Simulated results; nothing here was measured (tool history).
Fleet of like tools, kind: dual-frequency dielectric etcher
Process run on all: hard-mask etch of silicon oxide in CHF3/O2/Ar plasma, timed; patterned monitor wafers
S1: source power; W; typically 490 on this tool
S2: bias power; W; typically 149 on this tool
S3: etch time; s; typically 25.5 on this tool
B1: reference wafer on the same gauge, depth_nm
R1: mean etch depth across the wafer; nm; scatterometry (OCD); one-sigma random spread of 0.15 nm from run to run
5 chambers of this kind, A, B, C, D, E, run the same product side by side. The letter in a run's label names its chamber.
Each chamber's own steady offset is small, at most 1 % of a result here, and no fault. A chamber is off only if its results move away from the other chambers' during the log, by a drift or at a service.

run	hour	S1	S2	S3	B1	R1
1C	7.3	490	149	25.5	41.840	43.718
2E	22.6	490	149	25.5	41.802	44.119
3D	35.4	490	149	25.5	41.773	44.012
4A	43.9	490	149	25.5	41.820	43.748
# hour 46.7: chamber C: bias power generator calibrated
5B	53.1	490	149	25.5	41.772	43.501
6A	66.1	490	149	25.5	41.775	44.043
7B	74.9	490	149	25.5	41.770	43.660
8C	87.2	400	149	32.0	41.832	50.856
# hour 93.4: chamber B: wet clean of the chamber
9D	100.9	400	149	32.0	41.787	50.937
# hour 106.7: chamber A: wet clean of the chamber
# hour 112.5: chamber C: wet clean of the chamber
10E	114.6	400	149	32.0	41.795	51.223
11C	127.8	400	149	32.0	41.799	50.496
12A	136.7	400	149	32.0	41.809	50.906
13D	144.9	490	149	25.5	41.816	44.197
14E	155.5	490	149	25.5	41.793	44.453
15B	170.5	490	149	25.5	41.789	43.684
16A	185.4	490	149	25.5	41.826	43.887
17B	198.4	490	149	25.5	41.807	43.443
18E	210.6	490	149	25.5	41.804	44.287
19D	220.0	490	149	25.5	41.833	43.931
20C	228.5	490	149	25.5	41.817	43.574
21C	244.5	490	149	25.5	41.759	43.597
22B	254.7	490	149	25.5	41.738	43.503
# hour 264.6: chamber E: wet clean of the chamber
23D	265.1	490	116	30.0	41.787	48.089
24A	274.4	490	116	30.0	41.862	47.432
25E	285.5	490	116	30.0	41.806	47.986
# hour 289.5: chamber D: wet clean of the chamber
26D	300.5	490	116	30.0	41.781	47.957
# hour 309.6: chamber A: source power generator calibrated
27E	309.8	490	116	30.0	41.811	47.810
28A	322.5	490	149	25.5	41.834	43.925
29C	329.6	490	149	25.5	41.753	43.555
# hour 336.4: chamber D: source power generator calibrated
30B	343.7	490	149	25.5	41.748	43.397
31E	357.3	490	149	25.5	41.768	44.221
32C	364.5	490	149	25.5	41.821	43.547
33D	379.4	380	162	25.5	41.764	41.280
34A	386.7	380	162	25.5	41.808	40.903

Does one chamber stand apart from the rest, does the shared gauge drift, or is all well apart from small per-chamber offsets? Give the chamber and the most likely cause, where there is one.

No chamber is off and the gauge is stable; the differences are just each chamber's small, constant offset.

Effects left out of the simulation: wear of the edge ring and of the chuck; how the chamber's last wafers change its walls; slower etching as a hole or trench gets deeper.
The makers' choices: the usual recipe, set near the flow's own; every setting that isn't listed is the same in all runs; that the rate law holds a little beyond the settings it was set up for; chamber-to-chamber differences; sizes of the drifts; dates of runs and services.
